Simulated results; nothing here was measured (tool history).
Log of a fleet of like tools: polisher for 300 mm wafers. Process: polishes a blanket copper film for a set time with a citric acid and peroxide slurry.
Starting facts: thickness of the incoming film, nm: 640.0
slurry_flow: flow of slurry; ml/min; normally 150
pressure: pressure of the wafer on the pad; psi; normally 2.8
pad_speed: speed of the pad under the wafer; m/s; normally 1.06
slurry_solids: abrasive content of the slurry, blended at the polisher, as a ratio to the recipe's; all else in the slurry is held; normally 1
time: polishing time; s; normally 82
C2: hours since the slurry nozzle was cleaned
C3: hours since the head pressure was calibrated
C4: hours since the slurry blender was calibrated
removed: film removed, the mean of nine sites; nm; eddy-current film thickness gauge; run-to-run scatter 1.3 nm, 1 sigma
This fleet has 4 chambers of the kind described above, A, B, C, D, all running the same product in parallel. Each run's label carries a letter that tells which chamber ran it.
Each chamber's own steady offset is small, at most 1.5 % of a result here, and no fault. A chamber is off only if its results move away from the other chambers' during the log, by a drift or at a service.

Run 1A, hour 7.3: usual settings; wafers polished on this pad 907; C2 510.3; C3 558.6; C4 231.2. Result: removed 165.64 nm.
Run 2D, hour 15.1: usual settings; wafers polished on this pad 586; C2 149.1; C3 334.9; C4 118.4. Result: removed 164.91 nm.
At hour 15.3: chamber A: slurry blender recalibrated.
At hour 15.5: chamber D: worn pad replaced by a new one.
Run 3C, hour 19.6: usual settings; wafers polished on this pad 337; C2 101.8; C3 203.9; C4 120.7. Result: removed 166.55 nm.
Run 4B, hour 29.2: usual settings; wafers polished on this pad 269; C2 143.9; C3 1134.4; C4 144.1. Result: removed 164.49 nm.
Run 5D, hour 38.4: usual settings but pressure 3.3 psi; wafers polished on this pad 159; C2 172.4; C3 358.2; C4 141.7. Result: removed 190.71 nm.
Run 6B, hour 44.9: usual settings but pressure 3.3 psi; wafers polished on this pad 378; C2 159.6; C3 1150.1; C4 159.8. Result: removed 192.89 nm.
At hour 51.5: chamber A: worn pad replaced by a new one.
Run 7C, hour 54.7: usual settings but pressure 3.3 psi; wafers polished on this pad 581; C2 136.9; C3 239; C4 155.8. Result: removed 194.96 nm.
Run 8A, hour 61.6: usual settings but pressure 3.3 psi; wafers polished on this pad 70; C2 564.6; C3 612.9; C4 46.4. Result: removed 193.52 nm.
Run 9A, hour 69.8: usual settings; wafers polished on this pad 127; C2 572.8; C3 621.1; C4 54.6. Result: removed 168.47 nm.
Run 10B, hour 77.5: usual settings; wafers polished on this pad 604; C2 192.2; C3 1182.7; C4 192.4. Result: removed 160.05 nm.
Run 11C, hour 83.3: usual settings; wafers polished on this pad 780; C2 165.5; C3 267.6; C4 184.4. Result: removed 166.16 nm.
Run 12D, hour 92.1: usual settings but pad_speed 1.38 m/s; wafers polished on this pad 532; C2 226.1; C3 411.9; C4 195.4. Result: removed 214.27 nm.
At hour 99.8: chamber D: worn pad replaced by a new one.
Run 13A, hour 101.3: usual settings but pad_speed 1.38 m/s; wafers polished on this pad 346; C2 604.3; C3 652.6; C4 86.1. Result: removed 211.4 nm.
At hour 104.5: chamber C: worn pad replaced by a new one.
Run 14C, hour 109.7: usual settings but pad_speed 1.38 m/s; wafers polished on this pad 36; C2 191.9; C3 294; C4 210.8. Result: removed 214.33 nm.
At hour 117.2: chamber C: slurry blender recalibrated.
Run 15B, hour 118.7: usual settings but pad_speed 1.38 m/s; wafers polished on this pad 890; C2 233.4; C3 1223.9; C4 233.6. Result: removed 208.83 nm.
Run 16D, hour 128.4: usual settings but slurry_solids 1.25; wafers polished on this pad 198; C2 262.4; C3 448.2; C4 231.7. Result: removed 172.61 nm.
At hour 128.7: chamber D: head pressure recalibrated.
At hour 133.1: chamber D: slurry blender recalibrated.
Run 17D, hour 135: usual settings but slurry_solids 1.25; wafers polished on this pad 244; C2 269; C3 6.4; C4 2. Result: removed 174.49 nm.
Run 18B, hour 139.7: usual settings but slurry_solids 1.25; wafers polished on this pad 1036; C2 254.4; C3 1244.9; C4 254.6. Result: removed 165.54 nm.
Run 19A, hour 149.2: usual settings but slurry_solids 1.25; wafers polished on this pad 678; C2 652.2; C3 700.5; C4 134. Result: removed 173.18 nm.
At hour 149.5: chamber B: worn pad replaced by a new one.
Run 20C, hour 154.5: usual settings but slurry_solids 1.15; wafers polished on this pad 347; C2 236.7; C3 338.8; C4 37.3. Result: removed 170.54 nm.
Run 21D, hour 159.3: usual settings but slurry_solids 1.15; wafers polished on this pad 413; C2 293.3; C3 30.7; C4 26.3. Result: removed 167.99 nm.
Run 22B, hour 164.3: usual settings but slurry_solids 1.15; wafers polished on this pad 103; C2 279; C3 1269.5; C4 279.2. Result: removed 160.94 nm.
At hour 172.7: chamber D: slurry nozzle cleaned.
Run 23A, hour 172.9: usual settings but slurry_solids 1.15; wafers polished on this pad 843; C2 675.9; C3 724.2; C4 157.7. Result: removed 170.75 nm.
At hour 175.7: chamber D: worn pad replaced by a new one.
Run 24C, hour 180.4: usual settings; wafers polished on this pad 527; C2 262.6; C3 364.7; C4 63.2. Result: removed 165.98 nm.
At hour 182.5: chamber B: head pressure recalibrated.
Run 25A, hour 187.4: usual settings; wafers polished on this pad 943; C2 690.4; C3 738.7; C4 172.2. Result: removed 166.37 nm.
At hour 189.2: chamber C: head pressure recalibrated.
Run 26D, hour 192.5: usual settings; wafers polished on this pad 117; C2 19.9; C3 63.9; C4 59.5. Result: removed 165.62 nm.
Run 27B, hour 198.5: usual settings; wafers polished on this pad 340; C2 313.2; C3 16; C4 313.4. Result: removed 155.83 nm.
Run 28C, hour 205.7: usual settings; wafers polished on this pad 702; C2 287.9; C3 16.5; C4 88.5. Result: removed 165.85 nm.
Run 29B, hour 212.6: usual settings; wafers polished on this pad 438; C2 327.3; C3 30.1; C4 327.5. Result: removed 156.34 nm.
Run 30A, hour 217.2: usual settings; wafers polished on this pad 1150; C2 720.2; C3 768.5; C4 202. Result: removed 163.13 nm.
At hour 217.3: chamber A: worn pad replaced by a new one.
Run 31D, hour 226.8: usual settings; wafers polished on this pad 355; C2 54.2; C3 98.2; C4 93.8. Result: removed 163.35 nm.
At hour 231.6: chamber C: slurry nozzle cleaned.
Run 32C, hour 233.3: usual settings; wafers polished on this pad 894; C2 1.7; C3 44.1; C4 116.1. Result: removed 165.82 nm.
Run 33C, hour 239.8: usual settings; wafers polished on this pad 939; C2 8.2; C3 50.6; C4 122.6. Result: removed 164.12 nm.
At hour 244.5: chamber C: worn pad replaced by a new one.
Run 34D, hour 248.5: usual settings; wafers polished on this pad 506; C2 75.9; C3 119.9; C4 115.5. Result: removed 163.64 nm.
At hour 253.4: chamber A: slurry blender recalibrated.
Run 35A, hour 256.7: usual settings; wafers polished on this pad 274; C2 759.7; C3 808; C4 3.3. Result: removed 164.21 nm.
At hour 260.3: chamber D: worn pad replaced by a new one.
Run 36B, hour 265: usual settings; wafers polished on this pad 802; C2 379.7; C3 82.5; C4 379.9. Result: removed 150.94 nm.
Run 37B, hour 274: usual settings; wafers polished on this pad 864; C2 388.7; C3 91.5; C4 388.9. Result: removed 152.65 nm.
Run 38C, hour 279.6: usual settings; wafers polished on this pad 243; C2 48; C3 90.4; C4 162.4. Result: removed 165.94 nm.
Run 39A, hour 285.3: usual settings; wafers polished on this pad 472; C2 788.3; C3 836.6; C4 31.9. Result: removed 167.74 nm.
Run 40D, hour 293.8: usual settings; wafers polished on this pad 233; C2 121.2; C3 165.2; C4 160.8. Result: removed 163.86 nm.
Run 41C, hour 302.1: usual settings but time 102 s; wafers polished on this pad 400; C2 70.5; C3 112.9; C4 184.9. Result: removed 205.43 nm.

All chambers now run identical settings, listed one chamber a line with results as question marks. What results will each chamber show?
Run 42A, hour 309.2: usual settings but slurry_flow 180 ml/min. Result: removed ?.
Run 42B, hour 309.2: usual settings but slurry_flow 180 ml/min. Result: removed ?.
Run 42C, hour 309.2: usual settings but slurry_flow 180 ml/min. Result: removed ?.
Run 42D, hour 309.2: usual settings but slurry_flow 180 ml/min. Result: removed ?.

run  removed
42A   171.83
42B   156.32
42C   171.48
42D   170.43

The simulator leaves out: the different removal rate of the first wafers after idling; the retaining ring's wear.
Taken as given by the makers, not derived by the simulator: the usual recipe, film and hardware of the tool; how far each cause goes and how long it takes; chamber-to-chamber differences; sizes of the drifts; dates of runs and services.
